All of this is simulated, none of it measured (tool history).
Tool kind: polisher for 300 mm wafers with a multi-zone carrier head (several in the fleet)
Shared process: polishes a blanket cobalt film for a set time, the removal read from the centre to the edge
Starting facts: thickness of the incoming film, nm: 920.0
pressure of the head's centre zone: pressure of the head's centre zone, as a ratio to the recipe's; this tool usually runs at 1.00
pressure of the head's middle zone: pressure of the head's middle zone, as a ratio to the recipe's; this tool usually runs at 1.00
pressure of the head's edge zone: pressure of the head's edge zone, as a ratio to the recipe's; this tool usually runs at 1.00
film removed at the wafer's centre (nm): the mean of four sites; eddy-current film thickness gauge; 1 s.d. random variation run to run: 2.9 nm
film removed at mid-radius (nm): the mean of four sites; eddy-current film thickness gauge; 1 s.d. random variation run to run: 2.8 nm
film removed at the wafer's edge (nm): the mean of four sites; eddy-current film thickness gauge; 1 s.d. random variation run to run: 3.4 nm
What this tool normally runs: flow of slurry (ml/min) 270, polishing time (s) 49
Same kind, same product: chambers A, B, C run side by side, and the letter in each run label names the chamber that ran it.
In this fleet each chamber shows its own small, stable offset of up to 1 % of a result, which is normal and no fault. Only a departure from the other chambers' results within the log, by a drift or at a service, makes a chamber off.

run	hour	flow of slurry (ml/min)	pressure of the head's centre zone	pressure of the head's middle zone	pressure of the head's edge zone	polishing time (s)	wafers polished on this pad	hours since the slurry nozzle was cleaned	hours since the centre zone pressure was calibrated	hours since the edge zone pressure was calibrated	film removed at the wafer's centre (nm)	film removed at mid-radius (nm)	film removed at the wafer's edge (nm)
1C	3.9	270	1.00	1.00	1.00	49	1107	145.1	492.8	593.5	248.63	249.32	248.02
# hour 6.3: chamber C: worn pad replaced by a new one
2B	12.0	270	1.00	1.00	1.00	49	763	501.0	788.0	115.6	244.55	249.25	252.29
# hour 19.0: chamber A: centre zone pressure recalibrated
3A	20.0	270	1.00	1.00	1.00	49	801	69.7	1.0	970.3	249.75	240.15	252.13
4A	28.9	270	1.00	1.00	1.00	49	912	78.6	9.9	979.2	251.30	249.95	244.26
# hour 33.5: chamber A: worn pad replaced by a new one
# hour 35.4: chamber B: worn pad replaced by a new one
5B	37.7	270	1.00	1.00	1.00	49	29	526.7	813.7	141.3	245.56	246.78	242.16
6C	42.7	270	1.00	1.00	1.00	49	457	183.9	531.6	632.3	250.90	250.41	249.62
7A	47.1	270	1.00	1.00	1.00	49	171	96.8	28.1	997.4	250.80	249.91	243.83
8B	53.3	270	1.00	1.00	1.00	49	225	542.3	829.3	156.9	247.41	244.44	250.28
9C	60.5	190	1.00	1.00	1.00	49	681	201.7	549.4	650.1	236.79	236.27	238.03
10B	64.6	190	1.00	1.00	1.00	49	367	553.6	840.6	168.2	234.72	237.84	240.74
11C	69.2	190	1.00	1.00	1.00	49	790	210.4	558.1	658.8	235.50	238.94	245.95
12A	73.2	270	1.00	1.00	1.00	49	499	122.9	54.2	1023.5	251.25	249.72	251.10
13C	78.1	270	1.00	1.00	1.00	49	902	219.3	567.0	667.7	245.74	250.11	249.98
14A	82.5	270	1.00	1.00	1.00	49	616	132.2	63.5	1032.8	250.40	246.54	244.35
15B	86.8	270	1.00	1.00	1.00	49	646	575.8	862.8	190.4	244.95	249.89	241.29
# hour 91.7: chamber C: worn pad replaced by a new one
# hour 94.1: chamber B: centre zone pressure recalibrated
16B	94.6	270	1.00	1.00	1.00	49	744	583.6	0.6	198.2	228.05	249.88	245.25
# hour 98.5: chamber A: worn pad replaced by a new one
17A	98.5	350	1.00	0.95	1.00	49	0	148.2	79.5	1048.8	252.26	238.81	251.37
18C	105.9	350	1.00	0.95	1.00	49	178	247.1	594.8	695.5	260.64	239.54	250.71
19C	113.7	350	1.00	0.95	1.00	49	276	254.9	602.6	703.3	260.28	241.66	251.06
20A	119.9	270	1.00	1.00	1.00	49	269	169.6	100.9	1070.2	247.27	248.72	246.80
21B	128.1	270	1.00	1.00	1.08	64	1165	617.1	34.1	231.7	297.26	325.26	337.98
22C	133.5	270	1.00	1.00	1.08	64	525	274.7	622.4	723.1	328.73	319.58	333.07
# hour 134.6: chamber B: worn pad replaced by a new one
23B	138.9	270	1.00	1.00	1.08	64	54	627.9	44.9	242.5	292.60	319.43	338.71
24A	146.7	270	1.00	1.00	1.00	49	606	196.4	127.7	1097.0	247.23	246.91	253.24
25C	154.7	270	1.00	1.00	1.00	49	792	295.9	643.6	744.3	246.88	244.34	251.05
# hour 158.1: chamber B: slurry nozzle cleaned
26B	159.4	270	1.00	1.00	1.00	49	312	1.4	65.4	263.0	229.84	246.51	248.64
# hour 160.8: chamber A: edge zone pressure recalibrated
# hour 165.7: chamber A: worn pad replaced by a new one
27A	167.1	270	1.06	1.00	1.00	49	18	216.8	148.1	6.4	261.11	244.28	238.89
28A	172.3	270	1.06	1.00	1.00	49	83	222.0	153.3	11.6	263.73	246.76	251.30
# hour 178.9: chamber C: worn pad replaced by a new one
29C	181.1	270	1.06	1.00	1.00	49	28	322.3	670.0	770.7	264.45	251.32	248.57
30B	187.4	270	1.00	1.00	1.00	49	664	29.4	93.4	291.0	226.92	248.25	243.93
31C	194.2	270	1.00	1.00	1.00	35	192	335.4	683.1	783.8	177.18	178.67	177.79
32A	201.7	270	1.00	1.00	1.00	35	453	251.4	182.7	41.0	174.41	175.12	178.05
33B	208.8	270	1.00	1.00	1.00	35	933	50.8	114.8	312.4	161.30	176.81	175.08
34C	213.3	270	1.00	1.00	1.00	49	432	354.5	702.2	802.9	252.55	246.62	251.14

Is one chamber off against the others, does the gauge drift, or is nothing wrong? If a chamber is off, say which, and what the likeliest cause is.

The work done on chamber B during a service left it standing apart from the others.
What lies behind it: centre zone's pressure below its setpoint, % = 7.41.

Chamber B could run next with any of the 4 candidate recipes listed below; each alters the usual settings, and their results appear as question marks. Which one brings its results back in line with what the other chambers deliver on the usual settings?
A result is in line if it is within this distance of the other chambers' mean on the usual settings: film removed at the wafer's centre (nm) 10.00; film removed at mid-radius (nm) 9.70; film removed at the wafer's edge (nm) 12.00
35B-1	219.7	270	1.02	0.99	1.00	49					?	?	?
35B-2	219.7	270	0.98	1.01	1.00	49					?	?	?
35B-3	219.7	265	0.93	1.02	1.02	48					?	?	?
35B-4	219.7	275	1.07	0.98	0.98	50					?	?	?

Average result of the remaining chambers running the usual settings: film removed at the wafer's centre (nm) 248.99; film removed at mid-radius (nm) 246.51; film removed at the wafer's edge (nm) 247.96
run	film removed at the wafer's centre (nm)	film removed at mid-radius (nm)	film removed at the wafer's edge (nm)
35B-1	232.47	244.44	246.46
35B-2	222.59	249.04	246.39
35B-3	205.46	245.74	243.46
35B-4	250.39	247.54	249.27
The right change is 35B-4: it brings the chamber back within the allowed miss of the others.

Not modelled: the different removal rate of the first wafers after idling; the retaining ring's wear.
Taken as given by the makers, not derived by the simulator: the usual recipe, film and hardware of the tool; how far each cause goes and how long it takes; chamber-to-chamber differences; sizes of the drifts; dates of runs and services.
